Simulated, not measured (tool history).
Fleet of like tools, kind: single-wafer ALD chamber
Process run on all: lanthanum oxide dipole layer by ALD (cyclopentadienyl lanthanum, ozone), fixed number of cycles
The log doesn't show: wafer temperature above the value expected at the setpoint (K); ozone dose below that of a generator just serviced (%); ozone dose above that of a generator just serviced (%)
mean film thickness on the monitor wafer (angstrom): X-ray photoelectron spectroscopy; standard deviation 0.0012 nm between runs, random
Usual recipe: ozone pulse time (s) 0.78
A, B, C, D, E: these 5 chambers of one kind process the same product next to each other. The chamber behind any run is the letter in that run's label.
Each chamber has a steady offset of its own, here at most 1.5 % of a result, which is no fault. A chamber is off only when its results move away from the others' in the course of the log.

| run | day | ozone pulse time (s) | hours since the last thermocouple change | hours since the last ozone generator service | read-back reference wafer on the same gauge, thickness_nm | mean film thickness on the monitor wafer (angstrom) |
|---|---|---|---|---|---|---|
| 1E | 0.512 | 0.78 | 1025.7 | 1132.5 | 0.47976 | 4.6021 |
| 2C | 1.012 | 0.78 | 196.1 | 123.9 | 0.4802 | 4.6191 |
| 3D | 1.471 | 0.78 | 2203.5 | 982.1 | 0.48003 | 4.56 |
| 4A | 1.908 | 0.78 | 762.3 | 173.5 | 0.47992 | 4.5629 |
| 5B | 2.471 | 0.78 | 348.6 | 628.8 | 0.48008 | 4.554 |
| 6A | 2.946 | 0.78 | 787.2 | 198.4 | 0.47981 | 4.5724 |
| 7E | 3.333 | 0.55 | 1093.4 | 1200.2 | 0.47979 | 3.8942 |
| 8D | 3.704 | 0.55 | 2257.1 | 1035.7 | 0.47992 | 3.8578 |
| 9C | 4.275 | 0.55 | 274.4 | 202.2 | 0.48008 | 3.9344 |
| 10B | 4.692 | 0.55 | 401.9 | 682.1 | 0.47993 | 3.8781 |
| 11A | 5.133 | 0.55 | 839.7 | 250.9 | 0.4797 | 3.8722 |
| 12D | 5.5 | 0.78 | 2300.2 | 1078.8 | 0.4803 | 4.5779 |
| 13B | 6.117 | 0.78 | 436.1 | 716.3 | 0.48042 | 4.5824 |
| 14E | 6.675 | 0.78 | 1173.6 | 1280.4 | 0.47999 | 4.5941 |
| 15C | 7.125 | 0.78 | 342.8 | 270.6 | 0.48028 | 4.6308 |
| 16B | 7.658 | 0.78 | 473.1 | 753.3 | 0.48012 | 4.5908 |
| 17A | 8.162 | 0.78 | 912.4 | 323.6 | 0.48035 | 4.5556 |
| 18D | 8.738 | 1.01 | 2377.9 | 1156.5 | 0.47998 | 4.9862 |
| 19E | 9.146 | 1.01 | 1232.9 | 1339.7 | 0.47951 | 5.0634 |
| 20C | 9.542 | 1.01 | 400.8 | 328.6 | 0.48022 | 5.0904 |
| 21B | 9.921 | 1.01 | 527.4 | 807.6 | 0.48008 | 5.0252 |
| 22A | 10.462 | 1.01 | 967.6 | 378.8 | 0.4799 | 5.0383 |
| 23E | 10.796 | 0.78 | 1272.5 | 1379.3 | 0.47983 | 4.619 |
| 24C | 11.179 | 0.78 | 440.1 | 367.9 | 0.48012 | 4.6259 |
| 25D | 11.746 | 0.78 | 2450.1 | 1228.7 | 0.48024 | 4.5603 |
| 26A | 12.104 | 0.63 | 1007 | 418.2 | 0.48031 | 4.1695 |
| 27D | 12.629 | 0.63 | 2471.3 | 1249.9 | 0.47955 | 4.1603 |
| 28B | 12.908 | 0.63 | 599.1 | 879.3 | 0.47972 | 4.1561 |
| 29E | 13.296 | 0.63 | 1332.5 | 1439.3 | 0.48023 | 4.1852 |
| 30C | 13.9 | 0.63 | 505.4 | 433.2 | 0.47979 | 4.2127 |
| 31A | 14.325 | 0.78 | 1060.3 | 471.5 | 0.47989 | 4.5809 |
| 32D | 14.842 | 0.63 | 2524.4 | 1303 | 0.48011 | 4.1575 |
| 33B | 15.175 | 0.63 | 653.5 | 933.7 | 0.47996 | 4.1588 |
|  | 15.571 | chamber D: thermocouple changed; heater temperature recalibrated |
| 34E | 15.646 | 0.63 | 1388.9 | 1495.7 | 0.47988 | 4.1777 |
| 35C | 16.017 | 0.63 | 556.2 | 484 | 0.47995 | 4.2206 |
| 36D | 16.488 | 0.63 | 22 | 1342.5 | 0.48033 | 4.1259 |
| 37C | 16.938 | 0.78 | 578.3 | 506.1 | 0.48016 | 4.6213 |
| 38E | 17.338 | 0.57 | 1429.5 | 1536.3 | 0.48013 | 3.9763 |
| 39B | 17.954 | 0.57 | 720.2 | 1000.4 | 0.48001 | 3.9531 |
| 40A | 18.312 | 0.57 | 1156 | 567.2 | 0.48004 | 3.9574 |

The same settings go to every chamber for the next run, one line per chamber below. Forecast the results for each:
| 41A | 18.762 | 0.63 |  |  |  | ? |
| 41B | 18.762 | 0.63 |  |  |  | ? |
| 41C | 18.762 | 0.63 |  |  |  | ? |
| 41D | 18.762 | 0.63 |  |  |  | ? |
| 41E | 18.762 | 0.63 |  |  |  | ? |

| run | mean film thickness on the monitor wafer (angstrom) |
|---|---|
| 41A | 4.1453 |
| 41B | 4.141 |
| 41C | 4.2033 |
| 41D | 4.166 |
| 41E | 4.1857 |
